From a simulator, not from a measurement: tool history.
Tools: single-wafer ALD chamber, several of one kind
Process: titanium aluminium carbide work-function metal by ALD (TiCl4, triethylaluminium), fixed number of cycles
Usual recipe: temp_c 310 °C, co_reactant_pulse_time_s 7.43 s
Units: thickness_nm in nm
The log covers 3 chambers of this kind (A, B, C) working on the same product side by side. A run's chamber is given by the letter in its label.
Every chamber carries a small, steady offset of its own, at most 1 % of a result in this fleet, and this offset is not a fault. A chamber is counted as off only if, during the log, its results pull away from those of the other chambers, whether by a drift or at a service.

run,hour,temp_c,co_reactant_pulse_time_s,"read-back reference wafer on the same gauge, thickness_nm",thickness_nm
1B,6,310,7.43,1.8007,2.003
2A,11.7,310,7.43,1.8008,1.9899
3C,18.5,310,7.43,1.8008,1.9844
4C,25,310,7.43,1.8017,1.9815
5A,31.1,310,7.43,1.8028,1.9977
6B,36.5,310,7.43,1.8035,2.006
7B,42.8,310,7.43,1.8031,1.9983
8A,48,310,7.43,1.8049,1.9975
9C,51.3,310,7.43,1.8045,1.9836
10B,56.8,310,7.43,1.804,2.0127
11C,62.5,310,7.43,1.8049,1.9854
12A,66.6,310,7.43,1.8056,1.9985
# hour 72.3: chamber C: thermocouple changed; heater temperature recalibrated
13C,73.1,310,7.43,1.8058,1.9833
14B,77.7,310,7.43,1.8058,2.0129
# hour 83.7: chamber C: triethylaluminium bottle replaced
15A,83.9,310,7.43,1.8061,2.0044
16A,87.3,310,7.43,1.8071,2.002
17B,93.3,310,6.29,1.8071,1.9182
18C,97.1,310,6.29,1.8072,1.915
19B,102.8,310,6.29,1.8072,1.9269
20C,108,310,4.56,1.8078,1.7008
21A,112.8,310,4.56,1.8081,1.727
22B,118.3,310,4.56,1.8091,1.7163
23C,122.6,310,7.43,1.8086,1.9883
24A,129.3,317,8.79,1.8095,2.1354
25C,136.4,317,8.79,1.8101,2.117
26B,143.4,317,8.79,1.8113,2.1338
27A,148.1,310,7.43,1.8124,2.008
28B,154.9,310,7.43,1.8117,2.0084

Read the log: is a single chamber off, either drifting away or since a service, is the gauge that measures every chamber drifting, or is nothing wrong beyond small per-chamber offsets? Name any odd chamber and what most likely caused it.

Every chamber seems to shift together because the gauge that measures them all drifts; the chambers themselves are fine.
Cause: gauge reads high (%) = 0.681.
